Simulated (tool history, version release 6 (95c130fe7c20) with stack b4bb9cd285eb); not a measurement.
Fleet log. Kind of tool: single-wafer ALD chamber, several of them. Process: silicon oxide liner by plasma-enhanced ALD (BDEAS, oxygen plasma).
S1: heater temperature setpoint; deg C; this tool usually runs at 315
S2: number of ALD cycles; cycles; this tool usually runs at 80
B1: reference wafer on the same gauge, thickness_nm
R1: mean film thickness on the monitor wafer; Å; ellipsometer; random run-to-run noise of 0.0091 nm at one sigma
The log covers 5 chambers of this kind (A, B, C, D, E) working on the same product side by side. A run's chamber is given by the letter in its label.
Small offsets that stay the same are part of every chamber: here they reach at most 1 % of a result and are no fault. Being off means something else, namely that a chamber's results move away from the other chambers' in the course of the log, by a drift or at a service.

run 1E day=0.517 | S1=315 S2=80 | B1=7.9591 | R1=72.763
run 2C day=0.896 | S1=315 S2=80 | B1=7.9587 | R1=72.252
run 3A day=1.371 | S1=315 S2=80 | B1=7.9591 | R1=72.971
run 4B day=1.829 | S1=315 S2=80 | B1=7.9566 | R1=72.96
run 5D day=2.333 | S1=315 S2=80 | B1=7.9516 | R1=72.331
run 6A day=2.75 | S1=304 S2=88 | B1=7.9535 | R1=81.592
run 7C day=3.033 | S1=304 S2=88 | B1=7.953 | R1=80.74
run 8D day=3.496 | S1=304 S2=88 | B1=7.9525 | R1=80.631
run 9B day=3.775 | S1=304 S2=88 | B1=7.9528 | R1=81.547
run 10E day=4.062 | S1=304 S2=88 | B1=7.9489 | R1=81.366
run 11C day=4.504 | S1=315 S2=80 | B1=7.9508 | R1=72.15
run 12A day=5.012 | S1=315 S2=80 | B1=7.9504 | R1=73.013
run 13E day=5.317 | S1=302 S2=80 | B1=7.9476 | R1=74.1
run 14B day=5.592 | S1=302 S2=80 | B1=7.9472 | R1=74.243
run 15D day=6.05 | S1=302 S2=80 | B1=7.9471 | R1=73.464
run 16D day=6.529 | S1=302 S2=80 | B1=7.9448 | R1=73.593
run 17B day=6.804 | S1=302 S2=80 | B1=7.9444 | R1=74.263
run 18A day=7.208 | S1=315 S2=80 | B1=7.944 | R1=73.016
run 19C day=7.629 | S1=302 S2=72 | B1=7.9433 | R1=66.217
run 20E day=8.125 | S1=302 S2=72 | B1=7.9456 | R1=66.709
run 21C day=8.55 | S1=302 S2=72 | B1=7.9448 | R1=66.257
run 22A day=9.083 | S1=302 S2=72 | B1=7.94 | R1=66.856
run 23E day=9.583 | S1=302 S2=72 | B1=7.9389 | R1=66.619
run 24B day=9.892 | S1=315 S2=80 | B1=7.9403 | R1=72.888
run 25D day=10.138 | S1=315 S2=80 | B1=7.9402 | R1=72.101
-- day=10.267 chamber D: thermocouple changed; heater temperature recalibrated
run 26A day=10.633 | S1=315 S2=80 | B1=7.9401 | R1=72.906
run 27E day=11.15 | S1=315 S2=80 | B1=7.9345 | R1=72.729
run 28D day=11.671 | S1=315 S2=80 | B1=7.9338 | R1=72.106
run 29B day=11.996 | S1=301 S2=92 | B1=7.9368 | R1=85.502
run 30C day=12.55 | S1=301 S2=92 | B1=7.9338 | R1=84.713
run 31A day=13.004 | S1=301 S2=92 | B1=7.9338 | R1=85.409
run 32E day=13.521 | S1=301 S2=92 | B1=7.9324 | R1=84.955
run 33B day=13.788 | S1=301 S2=92 | B1=7.9306 | R1=85.15
run 34D day=14.296 | S1=315 S2=80 | B1=7.93 | R1=71.969
run 35C day=14.7 | S1=315 S2=88 | B1=7.9271 | R1=79.373
run 36B day=15.204 | S1=315 S2=88 | B1=7.9272 | R1=79.893
run 37E day=15.567 | S1=315 S2=88 | B1=7.925 | R1=79.842
run 38C day=16.138 | S1=315 S2=88 | B1=7.9261 | R1=79.439
run 39D day=16.496 | S1=315 S2=88 | B1=7.9264 | R1=79.21
run 40A day=16.892 | S1=315 S2=80 | B1=7.9225 | R1=72.78
run 41B day=17.238 | S1=315 S2=80 | B1=7.9219 | R1=72.638
run 42E day=17.738 | S1=315 S2=80 | B1=7.9212 | R1=72.517
run 43C day=18.25 | S1=315 S2=80 | B1=7.9194 | R1=72.141
run 44D day=18.675 | S1=315 S2=80 | B1=7.9172 | R1=71.942

Is one chamber out of step, is the gauge drifting, or do the chambers differ by no more than their own small offsets? For an off chamber, give its letter and the likeliest cause.

Gauge drift. The chambers move together only on paper, and none stands off.
Most likely cause: gauge reads low (%) = 0.512.

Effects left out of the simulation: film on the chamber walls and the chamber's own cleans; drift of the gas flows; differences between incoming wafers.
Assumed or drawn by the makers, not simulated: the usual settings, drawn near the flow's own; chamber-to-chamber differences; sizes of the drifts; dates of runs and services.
